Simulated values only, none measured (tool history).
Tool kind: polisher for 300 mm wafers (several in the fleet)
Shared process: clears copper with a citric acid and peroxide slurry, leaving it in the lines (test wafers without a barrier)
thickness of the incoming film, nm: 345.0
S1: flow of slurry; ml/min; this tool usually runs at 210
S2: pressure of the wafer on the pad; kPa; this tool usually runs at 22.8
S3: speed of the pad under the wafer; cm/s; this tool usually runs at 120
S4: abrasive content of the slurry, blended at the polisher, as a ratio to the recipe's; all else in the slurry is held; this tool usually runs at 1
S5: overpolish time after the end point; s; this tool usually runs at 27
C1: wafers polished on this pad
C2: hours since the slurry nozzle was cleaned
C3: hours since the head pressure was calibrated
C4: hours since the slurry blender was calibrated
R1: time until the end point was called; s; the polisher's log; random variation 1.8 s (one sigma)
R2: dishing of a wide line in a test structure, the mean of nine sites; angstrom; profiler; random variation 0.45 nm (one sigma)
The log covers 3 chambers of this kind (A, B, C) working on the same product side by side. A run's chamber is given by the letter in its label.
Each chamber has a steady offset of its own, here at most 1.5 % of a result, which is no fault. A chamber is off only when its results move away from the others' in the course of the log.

| run | day | S1 | S2 | S3 | S4 | S5 | C1 | C2 | C3 | C4 | R1 | R2 |
|---|---|---|---|---|---|---|---|---|---|---|---|---|
| 1B | 0.404 | 210 | 22.8 | 120 | 1 | 27 | 334 | 629 | 345.1 | 30.5 | 100.97 | 405.2 |
| 2A | 0.771 | 210 | 22.8 | 120 | 1 | 27 | 996 | 252.9 | 347.8 | 22.5 | 103.48 | 411.93 |
| 3C | 1.083 | 210 | 22.8 | 120 | 1 | 27 | 997 | 195.4 | 295.4 | 140.5 | 99.165 | 410.81 |
|  | 1.271 | chamber A: worn pad replaced by a new one |
| 4A | 1.421 | 210 | 22.8 | 120 | 1 | 27 | 29 | 268.5 | 363.4 | 38.1 | 104.81 | 404.13 |
| 5B | 1.725 | 210 | 22.8 | 120 | 1 | 27 | 587 | 660.7 | 376.8 | 62.2 | 103.34 | 406.14 |
|  | 2.004 | chamber B: worn pad replaced by a new one |
|  | 2.15 | chamber C: worn pad replaced by a new one |
| 6C | 2.342 | 210 | 22.8 | 120 | 1 | 27 | 36 | 225.6 | 325.6 | 170.7 | 101.57 | 412.89 |
| 7A | 2.892 | 210 | 22.8 | 120 | 1 | 27 | 311 | 303.8 | 398.7 | 73.4 | 106.39 | 410.05 |
| 8B | 3.321 | 210 | 22.8 | 120 | 1 | 27 | 252 | 699 | 415.1 | 100.5 | 101.73 | 413.44 |
| 9C | 3.846 | 210 | 22.8 | 120 | 1 | 27 | 325 | 261.7 | 361.7 | 206.8 | 100.77 | 417.13 |
|  | 3.942 | chamber A: slurry blender recalibrated |
| 10C | 4.317 | 210 | 22.8 | 120 | 1 | 27 | 415 | 273 | 373 | 218.1 | 103.41 | 415.14 |
|  | 4.35 | chamber B: head pressure recalibrated |
| 11A | 4.883 | 210 | 22.8 | 120 | 1 | 27 | 693 | 351.6 | 446.5 | 22.7 | 104.14 | 411.02 |
| 12B | 5.158 | 210 | 22.8 | 120 | 1 | 27 | 605 | 743.1 | 19.4 | 144.6 | 102.7 | 413.06 |
| 13C | 5.762 | 210 | 22.8 | 120 | 1 | 27 | 692 | 307.7 | 407.7 | 252.8 | 101.38 | 412.26 |
|  | 5.938 | chamber B: slurry blender recalibrated |
|  | 6.254 | chamber B: worn pad replaced by a new one |
| 14A | 6.354 | 210 | 17.9 | 120 | 0.9 | 27 | 975 | 386.9 | 481.8 | 58 | 133.02 | 351.02 |
|  | 6.367 | chamber B: slurry nozzle cleaned |
|  | 6.779 | chamber A: worn pad replaced by a new one |
| 15B | 6.975 | 210 | 17.9 | 120 | 0.9 | 27 | 138 | 14.7 | 63 | 25 | 130.75 | 353.24 |
| 16A | 7.296 | 210 | 17.9 | 120 | 0.9 | 27 | 99 | 409.5 | 504.4 | 80.6 | 135.01 | 347.82 |
| 17C | 7.85 | 210 | 22.8 | 120 | 1 | 27 | 1092 | 357.8 | 457.8 | 302.9 | 105.4 | 400.7 |
|  | 8.021 | chamber A: slurry blender recalibrated |
|  | 8.392 | chamber C: worn pad replaced by a new one |
| 18B | 8.404 | 145 | 22.8 | 120 | 1 | 14 | 412 | 49 | 97.3 | 59.3 | 109 | 259.25 |
| 19B | 8.871 | 145 | 22.8 | 120 | 1 | 14 | 501 | 60.2 | 108.5 | 70.5 | 108.19 | 257.41 |
| 20C | 9.162 | 145 | 22.8 | 120 | 1 | 14 | 148 | 389.3 | 489.3 | 334.4 | 111.22 | 264.41 |
| 21A | 9.7 | 210 | 22.8 | 120 | 1 | 27 | 560 | 467.2 | 562.1 | 40.3 | 102.74 | 407.79 |
|  | 10.054 | chamber B: worn pad replaced by a new one |
| 22A | 10.217 | 210 | 22.8 | 120 | 1 | 27 | 659 | 479.6 | 574.5 | 52.7 | 104.14 | 408.69 |
| 23B | 10.775 | 210 | 22.8 | 120 | 1 | 27 | 138 | 105.9 | 154.2 | 116.2 | 106.25 | 415.21 |
| 24C | 11.283 | 210 | 22.8 | 120 | 1 | 27 | 555 | 440.2 | 540.2 | 385.3 | 104.9 | 408.67 |
| 25C | 11.75 | 210 | 22.8 | 120 | 1 | 27 | 644 | 451.4 | 551.4 | 396.5 | 104.59 | 410.16 |
|  | 11.996 | chamber C: slurry blender recalibrated |
| 26B | 12.242 | 210 | 22.8 | 120 | 1 | 27 | 419 | 141.1 | 189.4 | 151.4 | 106.5 | 404.48 |
|  | 12.488 | chamber B: slurry blender recalibrated |
| 27A | 12.829 | 210 | 22.8 | 120 | 1 | 27 | 1159 | 542.3 | 637.2 | 115.4 | 105.32 | 411.67 |
|  | 12.871 | chamber A: worn pad replaced by a new one |
|  | 13.067 | chamber A: slurry blender recalibrated |
| 28C | 13.167 | 210 | 22.8 | 120 | 1 | 27 | 916 | 485.4 | 585.4 | 28.1 | 105.47 | 406.28 |
| 29B | 13.625 | 210 | 22.8 | 120 | 1 | 27 | 684 | 174.3 | 222.6 | 27.3 | 106.73 | 407.64 |
|  | 14.021 | chamber B: worn pad replaced by a new one |
| 30A | 14.021 | 210 | 22.8 | 120 | 1 | 27 | 220 | 570.9 | 665.8 | 22.9 | 105.82 | 409.79 |
|  | 14.204 | chamber C: worn pad replaced by a new one |
| 31B | 14.358 | 210 | 22.8 | 120 | 1 | 27 | 64 | 191.9 | 240.2 | 44.9 | 101.92 | 412.25 |
| 32A | 14.783 | 210 | 22.8 | 120 | 1 | 27 | 366 | 589.2 | 684.1 | 41.2 | 103.92 | 411.62 |
|  | 15.179 | chamber C: slurry nozzle cleaned |
| 33C | 15.262 | 210 | 22.8 | 120 | 1 | 27 | 203 | 2.1 | 635.7 | 78.4 | 104.47 | 409.29 |
| 34C | 15.854 | 210 | 22.8 | 120 | 1 | 27 | 316 | 16.3 | 649.9 | 92.6 | 104.08 | 410.38 |
| 35B | 16.325 | 210 | 22.8 | 120 | 1 | 27 | 441 | 239.1 | 287.4 | 92.1 | 102.8 | 409.88 |
| 36A | 16.629 | 210 | 22.8 | 120 | 1 | 27 | 720 | 633.5 | 728.4 | 85.5 | 102.28 | 410.52 |
| 37C | 17.104 | 210 | 22.8 | 120 | 1 | 27 | 556 | 46.3 | 679.9 | 122.6 | 102.72 | 412.28 |
|  | 17.146 | chamber A: slurry blender recalibrated |
| 38B | 17.662 | 210 | 22.8 | 120 | 1 | 27 | 698 | 271.2 | 319.5 | 124.2 | 105.95 | 415.21 |
| 39A | 18.054 | 210 | 22.8 | 120 | 1 | 27 | 993 | 667.7 | 762.6 | 21.8 | 104.26 | 406.07 |
| 40A | 18.621 | 210 | 22.8 | 120 | 1 | 27 | 1102 | 681.3 | 776.2 | 35.4 | 105.03 | 408.49 |

What goes on in this fleet: one chamber off, a drifting gauge, or nothing beyond the chambers' own small offsets? Name the chamber and the cause, if any.

No chamber stands off beyond its own small offset, and the gauge holds steady.
